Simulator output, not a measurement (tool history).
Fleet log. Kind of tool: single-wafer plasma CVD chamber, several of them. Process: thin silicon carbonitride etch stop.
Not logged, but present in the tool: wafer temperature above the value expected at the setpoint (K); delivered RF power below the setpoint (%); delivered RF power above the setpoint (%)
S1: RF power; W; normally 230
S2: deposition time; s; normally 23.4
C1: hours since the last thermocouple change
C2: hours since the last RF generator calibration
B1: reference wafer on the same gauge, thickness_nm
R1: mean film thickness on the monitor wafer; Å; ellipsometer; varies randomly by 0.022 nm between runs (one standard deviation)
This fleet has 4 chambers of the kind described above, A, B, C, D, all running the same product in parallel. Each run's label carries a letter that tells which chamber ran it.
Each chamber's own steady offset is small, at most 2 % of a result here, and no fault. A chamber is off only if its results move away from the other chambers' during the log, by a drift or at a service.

run	hour	S1	S2	C1	C2	B1	R1
1D	8.1	230	23.4	1079.8	778.7	14.297	138.49
2A	15.7	230	23.4	1538.7	770	14.299	136.51
3B	29.1	230	23.4	477.4	805.3	14.298	140.2
4C	40.7	230	23.4	236.8	1665.4	14.285	137.97
5D	55.3	190	23.4	1127	825.9	14.284	131.03
6A	67.2	190	23.4	1590.2	821.5	14.276	128.54
7C	79.9	190	23.4	276	1704.6	14.276	130.19
8B	88	190	23.4	536.3	864.2	14.275	131.93
9A	102.8	230	23.4	1625.8	857.1	14.276	136.5
10D	114.8	230	23.4	1186.5	885.4	14.268	138.09
11C	125.8	230	23.4	321.9	1750.5	14.261	137.81
12B	135.6	230	23.4	583.9	911.8	14.263	139.4
13C	148.5	230	20.1	344.6	1773.2	14.257	118.46
14A	163.9	230	20.1	1686.9	918.2	14.252	117.13
15D	176.2	230	20.1	1247.9	946.8	14.249	118.57
16B	192	230	20.1	640.3	968.2	14.248	119.74
17C	201.9	230	23.4	398	1826.6	14.245	137.59
18A	217.3	230	23.4	1740.3	971.6	14.237	135.74
19B	230.3	230	23.4	678.6	1006.5	14.236	139.14
20D	244.2	230	23.4	1315.9	1014.8	14.231	137.39
21C	256.7	230	23.4	452.8	1881.4	14.227	137.38
22B	267	200	25.8	715.3	1043.2	14.223	146.96
23D	282.9	200	25.8	1354.6	1053.5	14.219	145.63
24A	295.8	200	25.8	1818.8	1050.1	14.217	143.47
25C	308.5	200	25.8	504.6	1933.2	14.209	144.95
26B	316.9	260	23.4	765.2	1093.1	14.208	144.51

Read the log: is a single chamber off, either drifting away or since a service, is the gauge that measures every chamber drifting, or is nothing wrong beyond small per-chamber offsets? Name any odd chamber and what most likely caused it.

No chamber is off; the gauge reading every chamber's wafers drifts, which makes the whole fleet appear to move together.
Likeliest cause: gauge reads low (%) = 0.655.
